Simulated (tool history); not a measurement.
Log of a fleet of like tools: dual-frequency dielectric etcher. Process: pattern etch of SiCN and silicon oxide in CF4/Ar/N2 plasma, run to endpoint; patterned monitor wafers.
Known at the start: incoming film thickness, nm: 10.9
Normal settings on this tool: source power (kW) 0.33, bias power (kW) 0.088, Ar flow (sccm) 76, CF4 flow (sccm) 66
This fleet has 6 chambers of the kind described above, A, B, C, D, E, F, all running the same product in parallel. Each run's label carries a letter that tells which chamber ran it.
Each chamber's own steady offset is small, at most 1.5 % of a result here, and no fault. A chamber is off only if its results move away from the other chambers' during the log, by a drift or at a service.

run 1A day=0.542 | source_power_(kW)=0.33 bias_power_(kW)=0.088 Ar_flow_(sccm)=76 CF4_flow_(sccm)=66 | endpoint_time_(s)=15.144
-- day=0.979 chamber C: bias power generator calibrated
run 2D day=1.042 | source_power_(kW)=0.33 bias_power_(kW)=0.088 Ar_flow_(sccm)=76 CF4_flow_(sccm)=66 | endpoint_time_(s)=15.019
-- day=1.504 chamber C: wet clean of the chamber
run 3C day=1.546 | source_power_(kW)=0.33 bias_power_(kW)=0.088 Ar_flow_(sccm)=76 CF4_flow_(sccm)=66 | endpoint_time_(s)=15.134
-- day=1.854 chamber B: Ar flow controller replaced
run 4F day=1.917 | source_power_(kW)=0.33 bias_power_(kW)=0.088 Ar_flow_(sccm)=76 CF4_flow_(sccm)=66 | endpoint_time_(s)=14.986
run 5E day=2.396 | source_power_(kW)=0.3 bias_power_(kW)=0.088 Ar_flow_(sccm)=85 CF4_flow_(sccm)=66 | endpoint_time_(s)=16.573
run 6B day=2.692 | source_power_(kW)=0.3 bias_power_(kW)=0.088 Ar_flow_(sccm)=85 CF4_flow_(sccm)=66 | endpoint_time_(s)=16.937
-- day=2.983 chamber A: wet clean of the chamber
run 7B day=3.258 | source_power_(kW)=0.3 bias_power_(kW)=0.088 Ar_flow_(sccm)=85 CF4_flow_(sccm)=66 | endpoint_time_(s)=16.757
-- day=3.462 chamber D: wet clean of the chamber
run 8A day=3.883 | source_power_(kW)=0.3 bias_power_(kW)=0.088 Ar_flow_(sccm)=85 CF4_flow_(sccm)=66 | endpoint_time_(s)=16.641
run 9C day=4.379 | source_power_(kW)=0.3 bias_power_(kW)=0.088 Ar_flow_(sccm)=85 CF4_flow_(sccm)=66 | endpoint_time_(s)=16.784
run 10D day=5.012 | source_power_(kW)=0.3 bias_power_(kW)=0.088 Ar_flow_(sccm)=85 CF4_flow_(sccm)=66 | endpoint_time_(s)=16.549
run 11F day=5.567 | source_power_(kW)=0.33 bias_power_(kW)=0.088 Ar_flow_(sccm)=76 CF4_flow_(sccm)=66 | endpoint_time_(s)=14.959
run 12E day=6.225 | source_power_(kW)=0.33 bias_power_(kW)=0.088 Ar_flow_(sccm)=76 CF4_flow_(sccm)=66 | endpoint_time_(s)=15.022
run 13E day=6.758 | source_power_(kW)=0.33 bias_power_(kW)=0.088 Ar_flow_(sccm)=76 CF4_flow_(sccm)=66 | endpoint_time_(s)=15.025
run 14F day=7.167 | source_power_(kW)=0.33 bias_power_(kW)=0.088 Ar_flow_(sccm)=76 CF4_flow_(sccm)=52 | endpoint_time_(s)=15.409
run 15C day=7.608 | source_power_(kW)=0.33 bias_power_(kW)=0.088 Ar_flow_(sccm)=76 CF4_flow_(sccm)=52 | endpoint_time_(s)=15.646
run 16A day=8.267 | source_power_(kW)=0.33 bias_power_(kW)=0.088 Ar_flow_(sccm)=76 CF4_flow_(sccm)=52 | endpoint_time_(s)=15.581
run 17B day=8.65 | source_power_(kW)=0.33 bias_power_(kW)=0.088 Ar_flow_(sccm)=76 CF4_flow_(sccm)=52 | endpoint_time_(s)=15.726
run 18D day=9.175 | source_power_(kW)=0.33 bias_power_(kW)=0.088 Ar_flow_(sccm)=76 CF4_flow_(sccm)=52 | endpoint_time_(s)=15.458
run 19E day=9.5 | source_power_(kW)=0.33 bias_power_(kW)=0.088 Ar_flow_(sccm)=76 CF4_flow_(sccm)=52 | endpoint_time_(s)=15.437
run 20F day=9.979 | source_power_(kW)=0.33 bias_power_(kW)=0.088 Ar_flow_(sccm)=76 CF4_flow_(sccm)=66 | endpoint_time_(s)=14.912
run 21D day=10.558 | source_power_(kW)=0.38 bias_power_(kW)=0.088 Ar_flow_(sccm)=76 CF4_flow_(sccm)=66 | endpoint_time_(s)=13.193
run 22C day=10.883 | source_power_(kW)=0.38 bias_power_(kW)=0.088 Ar_flow_(sccm)=76 CF4_flow_(sccm)=66 | endpoint_time_(s)=13.397
run 23B day=11.558 | source_power_(kW)=0.38 bias_power_(kW)=0.088 Ar_flow_(sccm)=76 CF4_flow_(sccm)=66 | endpoint_time_(s)=13.462
run 24A day=11.95 | source_power_(kW)=0.38 bias_power_(kW)=0.088 Ar_flow_(sccm)=76 CF4_flow_(sccm)=66 | endpoint_time_(s)=13.351
run 25E day=12.492 | source_power_(kW)=0.38 bias_power_(kW)=0.088 Ar_flow_(sccm)=76 CF4_flow_(sccm)=66 | endpoint_time_(s)=13.25
-- day=12.954 chamber E: wet clean of the chamber
run 26A day=12.954 | source_power_(kW)=0.38 bias_power_(kW)=0.088 Ar_flow_(sccm)=76 CF4_flow_(sccm)=66 | endpoint_time_(s)=13.273
run 27C day=13.496 | source_power_(kW)=0.33 bias_power_(kW)=0.088 Ar_flow_(sccm)=76 CF4_flow_(sccm)=66 | endpoint_time_(s)=15.199
-- day=13.517 chamber B: wet clean of the chamber
run 28D day=14.067 | source_power_(kW)=0.33 bias_power_(kW)=0.088 Ar_flow_(sccm)=76 CF4_flow_(sccm)=66 | endpoint_time_(s)=14.946
run 29F day=14.625 | source_power_(kW)=0.33 bias_power_(kW)=0.088 Ar_flow_(sccm)=76 CF4_flow_(sccm)=66 | endpoint_time_(s)=14.886
run 30B day=14.996 | source_power_(kW)=0.33 bias_power_(kW)=0.088 Ar_flow_(sccm)=76 CF4_flow_(sccm)=66 | endpoint_time_(s)=14.534
run 31A day=15.467 | source_power_(kW)=0.27 bias_power_(kW)=0.088 Ar_flow_(sccm)=76 CF4_flow_(sccm)=66 | endpoint_time_(s)=18.124
run 32E day=16.029 | source_power_(kW)=0.27 bias_power_(kW)=0.088 Ar_flow_(sccm)=76 CF4_flow_(sccm)=66 | endpoint_time_(s)=17.836
run 33B day=16.35 | source_power_(kW)=0.27 bias_power_(kW)=0.088 Ar_flow_(sccm)=76 CF4_flow_(sccm)=66 | endpoint_time_(s)=17.445
run 34F day=16.708 | source_power_(kW)=0.27 bias_power_(kW)=0.088 Ar_flow_(sccm)=76 CF4_flow_(sccm)=66 | endpoint_time_(s)=17.815
run 35C day=17.283 | source_power_(kW)=0.27 bias_power_(kW)=0.088 Ar_flow_(sccm)=76 CF4_flow_(sccm)=66 | endpoint_time_(s)=18.022
run 36D day=17.908 | source_power_(kW)=0.27 bias_power_(kW)=0.088 Ar_flow_(sccm)=76 CF4_flow_(sccm)=66 | endpoint_time_(s)=17.912
run 37E day=18.392 | source_power_(kW)=0.33 bias_power_(kW)=0.088 Ar_flow_(sccm)=76 CF4_flow_(sccm)=66 | endpoint_time_(s)=15.063
-- day=18.396 chamber F: wet clean of the chamber
run 38F day=18.8 | source_power_(kW)=0.33 bias_power_(kW)=0.088 Ar_flow_(sccm)=76 CF4_flow_(sccm)=66 | endpoint_time_(s)=14.94
run 39A day=19.208 | source_power_(kW)=0.25 bias_power_(kW)=0.067 Ar_flow_(sccm)=76 CF4_flow_(sccm)=66 | endpoint_time_(s)=21.307
run 40B day=19.633 | source_power_(kW)=0.25 bias_power_(kW)=0.067 Ar_flow_(sccm)=76 CF4_flow_(sccm)=66 | endpoint_time_(s)=20.361
-- day=19.875 chamber C: wet clean of the chamber
-- day=19.925 chamber C: CF4 flow controller replaced
run 41C day=20.088 | source_power_(kW)=0.25 bias_power_(kW)=0.067 Ar_flow_(sccm)=76 CF4_flow_(sccm)=66 | endpoint_time_(s)=21.037
run 42D day=20.504 | source_power_(kW)=0.25 bias_power_(kW)=0.067 Ar_flow_(sccm)=76 CF4_flow_(sccm)=66 | endpoint_time_(s)=21.054
run 43E day=21.121 | source_power_(kW)=0.25 bias_power_(kW)=0.067 Ar_flow_(sccm)=76 CF4_flow_(sccm)=66 | endpoint_time_(s)=20.854

One chamber off, gauge drift, or nothing amiss beyond the chambers' own small offsets? If it is a chamber, which one, and what is the likeliest cause?

After it was serviced, chamber B no longer matches the other chambers.
Cause: etch rate over this chamber's usual, % = 4.84.

Below are 4 candidate recipes for chamber B's next run, each the usual settings with a change, their results shown as question marks. Which of them brings B's results back in line with what the other chambers give on the usual settings?
In line here means within this much of the mean the other chambers give on the usual settings: endpoint time (s) 0.23
run 44B-1 day=21.608 | source_power_(kW)=0.32 bias_power_(kW)=0.088 Ar_flow_(sccm)=76 CF4_flow_(sccm)=66 | endpoint_time_(s)=?
run 44B-2 day=21.608 | source_power_(kW)=0.35 bias_power_(kW)=0.09 Ar_flow_(sccm)=76 CF4_flow_(sccm)=67 | endpoint_time_(s)=?
run 44B-3 day=21.608 | source_power_(kW)=0.34 bias_power_(kW)=0.089 Ar_flow_(sccm)=76 CF4_flow_(sccm)=66 | endpoint_time_(s)=?
run 44B-4 day=21.608 | source_power_(kW)=0.33 bias_power_(kW)=0.076 Ar_flow_(sccm)=80 CF4_flow_(sccm)=63 | endpoint_time_(s)=?

Other chambers, usual settings, mean: endpoint time (s) 15.037
run=44B-1 endpoint_time_(s)=14.955
run=44B-2 endpoint_time_(s)=13.686
run=44B-3 endpoint_time_(s)=14.122
run=44B-4 endpoint_time_(s)=15.504
44B-1 brings the chamber back in line.
